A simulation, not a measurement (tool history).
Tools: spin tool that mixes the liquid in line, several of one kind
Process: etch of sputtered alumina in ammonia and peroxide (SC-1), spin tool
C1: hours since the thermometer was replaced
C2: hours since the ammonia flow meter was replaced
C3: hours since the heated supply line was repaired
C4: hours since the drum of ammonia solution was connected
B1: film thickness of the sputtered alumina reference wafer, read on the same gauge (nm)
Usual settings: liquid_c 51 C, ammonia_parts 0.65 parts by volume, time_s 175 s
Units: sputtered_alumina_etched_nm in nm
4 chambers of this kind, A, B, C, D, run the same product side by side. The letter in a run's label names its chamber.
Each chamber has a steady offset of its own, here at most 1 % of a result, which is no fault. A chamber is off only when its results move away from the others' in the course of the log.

Run 1A, hour 4.7: usual settings; C1 22.4; C2 22.8; C3 1161.4; C4 261.1; B1 109.99. Result: sputtered_alumina_etched_nm 13.9940 nm.
Run 2B, hour 10.4: usual settings; C1 1810.3; C2 224.9; C3 1265.1; C4 248.1; B1 109.99. Result: sputtered_alumina_etched_nm 14.0980 nm.
Run 3D, hour 15.9: usual settings; C1 329.9; C2 207.9; C3 251.8; C4 372.4; B1 109.99. Result: sputtered_alumina_etched_nm 13.8680 nm.
Run 4C, hour 20.6: usual settings; C1 250.0; C2 1302.8; C3 31.5; C4 152.9; B1 110.01. Result: sputtered_alumina_etched_nm 14.3540 nm.
Run 5D, hour 27.4: usual settings; C1 341.4; C2 219.4; C3 263.3; C4 383.9; B1 109.99. Result: sputtered_alumina_etched_nm 14.0910 nm.
Run 6C, hour 33.5: usual settings; C1 262.9; C2 1315.7; C3 44.4; C4 165.8; B1 110.02. Result: sputtered_alumina_etched_nm 14.2080 nm.
Run 7A, hour 39.5: usual settings; C1 57.2; C2 57.6; C3 1196.2; C4 295.9; B1 109.99. Result: sputtered_alumina_etched_nm 14.0940 nm.
Run 8B, hour 47.9: usual settings; C1 1847.8; C2 262.4; C3 1302.6; C4 285.6; B1 109.98. Result: sputtered_alumina_etched_nm 14.0780 nm.
Run 9B, hour 53.0: usual settings but ammonia_parts 0.40 parts by volume, time_s 120 s; C1 1852.9; C2 267.5; C3 1307.7; C4 290.7; B1 110.02. Result: sputtered_alumina_etched_nm 9.2468 nm.
Run 10A, hour 58.9: usual settings but ammonia_parts 0.40 parts by volume, time_s 120 s; C1 76.6; C2 77.0; C3 1215.6; C4 315.3; B1 109.98. Result: sputtered_alumina_etched_nm 9.1917 nm.
Run 11C, hour 65.7: usual settings but ammonia_parts 0.40 parts by volume, time_s 120 s; C1 295.1; C2 1347.9; C3 76.6; C4 198.0; B1 110.01. Result: sputtered_alumina_etched_nm 9.2387 nm.
Run 12D, hour 72.3: usual settings but ammonia_parts 0.40 parts by volume, time_s 120 s; C1 386.3; C2 264.3; C3 308.2; C4 428.8; B1 110.01. Result: sputtered_alumina_etched_nm 9.1550 nm.
Run 13C, hour 77.2: usual settings; C1 306.6; C2 1359.4; C3 88.1; C4 209.5; B1 109.99. Result: sputtered_alumina_etched_nm 14.0940 nm.
Run 14B, hour 84.6: usual settings; C1 1884.5; C2 299.1; C3 1339.3; C4 322.3; B1 109.99. Result: sputtered_alumina_etched_nm 14.3060 nm.
Run 15D, hour 92.9: usual settings; C1 406.9; C2 284.9; C3 328.8; C4 449.4; B1 109.99. Result: sputtered_alumina_etched_nm 13.9220 nm.
Run 16A, hour 97.5: usual settings; C1 115.2; C2 115.6; C3 1254.2; C4 353.9; B1 110.03. Result: sputtered_alumina_etched_nm 13.6440 nm.
Run 17B, hour 102.1: usual settings; C1 1902.0; C2 316.6; C3 1356.8; C4 339.8; B1 110.00. Result: sputtered_alumina_etched_nm 14.1310 nm.
At hour 104.7: chamber D: new drum of ammonia solution connected.
Run 18A, hour 106.4: usual settings but liquid_c 54 C; C1 124.1; C2 124.5; C3 1263.1; C4 362.8; B1 110.01. Result: sputtered_alumina_etched_nm 15.9190 nm.
Run 19D, hour 115.5: usual settings but liquid_c 54 C; C1 429.5; C2 307.5; C3 351.4; C4 10.8; B1 110.00. Result: sputtered_alumina_etched_nm 16.4070 nm.
Run 20C, hour 122.6: usual settings but liquid_c 54 C; C1 352.0; C2 1404.8; C3 133.5; C4 254.9; B1 110.01. Result: sputtered_alumina_etched_nm 16.7100 nm.
Run 21B, hour 128.6: usual settings but liquid_c 54 C; C1 1928.5; C2 343.1; C3 1383.3; C4 366.3; B1 110.00. Result: sputtered_alumina_etched_nm 16.5370 nm.
At hour 132.1: chamber B: new drum of ammonia solution connected.
Run 22C, hour 135.5: usual settings; C1 364.9; C2 1417.7; C3 146.4; C4 267.8; B1 110.00. Result: sputtered_alumina_etched_nm 14.0470 nm.
Run 23D, hour 144.3: usual settings; C1 458.3; C2 336.3; C3 380.2; C4 39.6; B1 109.98. Result: sputtered_alumina_etched_nm 14.1450 nm.
At hour 144.5: chamber C: new drum of ammonia solution connected.
Run 24A, hour 151.6: usual settings; C1 169.3; C2 169.7; C3 1308.3; C4 408.0; B1 110.01. Result: sputtered_alumina_etched_nm 13.0180 nm.
Run 25B, hour 158.7: usual settings; C1 1958.6; C2 373.2; C3 1413.4; C4 26.7; B1 110.01. Result: sputtered_alumina_etched_nm 14.2250 nm.
Run 26D, hour 162.9: usual settings; C1 476.9; C2 354.9; C3 398.8; C4 58.2; B1 109.99. Result: sputtered_alumina_etched_nm 14.0080 nm.
Run 27C, hour 168.5: usual settings; C1 397.9; C2 1450.7; C3 179.4; C4 24.1; B1 110.01. Result: sputtered_alumina_etched_nm 14.1770 nm.

All 4 chambers run these settings next. Forecast each chamber's results:
Run 28A, hour 175.2: usual settings but ammonia_parts 0.95 parts by volume. Result: sputtered_alumina_etched_nm ?.
Run 28B, hour 175.2: usual settings but ammonia_parts 0.95 parts by volume. Result: sputtered_alumina_etched_nm ?.
Run 28C, hour 175.2: usual settings but ammonia_parts 0.95 parts by volume. Result: sputtered_alumina_etched_nm ?.
Run 28D, hour 175.2: usual settings but ammonia_parts 0.95 parts by volume. Result: sputtered_alumina_etched_nm ?.

run  sputtered_alumina_etched_nm
28A                      13.4830
28B                      14.7080
28C                      14.9060
28D                      14.4670
